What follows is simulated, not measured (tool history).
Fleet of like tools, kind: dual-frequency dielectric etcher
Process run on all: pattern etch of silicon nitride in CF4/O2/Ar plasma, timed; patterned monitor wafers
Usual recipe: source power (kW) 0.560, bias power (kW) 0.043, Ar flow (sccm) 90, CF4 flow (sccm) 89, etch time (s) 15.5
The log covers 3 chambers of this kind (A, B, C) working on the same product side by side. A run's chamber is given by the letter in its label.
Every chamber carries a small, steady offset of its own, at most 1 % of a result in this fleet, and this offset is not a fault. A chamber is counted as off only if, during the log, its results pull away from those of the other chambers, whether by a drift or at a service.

run,hour,source power (kW),bias power (kW),Ar flow (sccm),CF4 flow (sccm),etch time (s),"read-back reference wafer on the same gauge, depth_nm",mean etch depth across the wafer (angstrom)
# hour 0.3: chamber A: wet clean of the chamber
1C,11.5,0.560,0.043,90,89,15.5,28.183,308.19
2B,19.4,0.560,0.043,90,89,15.5,28.248,309.32
3A,29.9,0.560,0.043,90,89,15.5,28.211,306.68
4A,38.2,0.560,0.043,90,89,15.5,28.159,305.99
5B,48.6,0.560,0.043,90,89,15.5,28.186,308.76
6C,57.6,0.560,0.043,90,89,15.5,28.226,305.58
7A,65.3,0.560,0.043,90,89,15.5,28.172,306.56
# hour 71.6: chamber C: bias power generator calibrated
8B,76.8,0.560,0.043,90,89,15.5,28.230,312.29
9C,83.4,0.560,0.043,90,89,15.5,28.181,309.16
10A,91.8,0.560,0.043,90,89,15.5,28.210,308.93
11B,101.1,0.560,0.043,90,89,15.5,28.223,311.83
12C,107.4,0.560,0.043,90,89,15.5,28.223,308.53
13C,119.7,0.560,0.043,90,89,15.5,28.247,308.13
14B,127.3,0.560,0.043,90,89,15.5,28.193,310.20
15A,139.6,0.560,0.043,90,89,15.5,28.182,307.77
16B,150.7,0.560,0.052,90,89,15.5,28.189,332.98
17A,160.0,0.560,0.052,90,89,15.5,28.231,330.00
18C,166.7,0.560,0.052,90,89,15.5,28.211,326.52
19B,179.1,0.560,0.043,90,89,15.5,28.155,310.05
20C,185.7,0.560,0.043,90,89,15.5,28.204,307.09
21A,195.2,0.520,0.043,90,89,15.5,28.211,285.66
22C,202.0,0.520,0.043,90,89,15.5,28.213,287.84
23B,214.4,0.520,0.043,90,89,15.5,28.173,287.64
24A,222.6,0.560,0.043,90,89,15.5,28.176,310.15
25A,233.5,0.560,0.043,90,89,15.5,28.223,308.77
26B,243.5,0.510,0.043,111,89,15.5,28.194,276.14
# hour 253.6: chamber C: CF4 flow controller replaced
27C,255.6,0.510,0.043,111,89,15.5,28.190,275.57
28B,265.7,0.510,0.043,111,89,15.5,28.154,278.31
29A,272.0,0.560,0.043,90,89,15.5,28.203,304.54
30C,277.8,0.560,0.043,90,89,15.5,28.179,305.58
31C,289.7,0.560,0.043,90,89,15.5,28.210,305.57
32B,299.9,0.560,0.043,90,89,15.5,28.186,307.72

Next, every chamber runs the same settings. What will each give?
33A,309.0,0.560,0.043,77,89,15.5,,?
33B,309.0,0.560,0.043,77,89,15.5,,?
33C,309.0,0.560,0.043,77,89,15.5,,?

run,mean etch depth across the wafer (angstrom)
33A,312.89
33B,314.19
33C,310.82

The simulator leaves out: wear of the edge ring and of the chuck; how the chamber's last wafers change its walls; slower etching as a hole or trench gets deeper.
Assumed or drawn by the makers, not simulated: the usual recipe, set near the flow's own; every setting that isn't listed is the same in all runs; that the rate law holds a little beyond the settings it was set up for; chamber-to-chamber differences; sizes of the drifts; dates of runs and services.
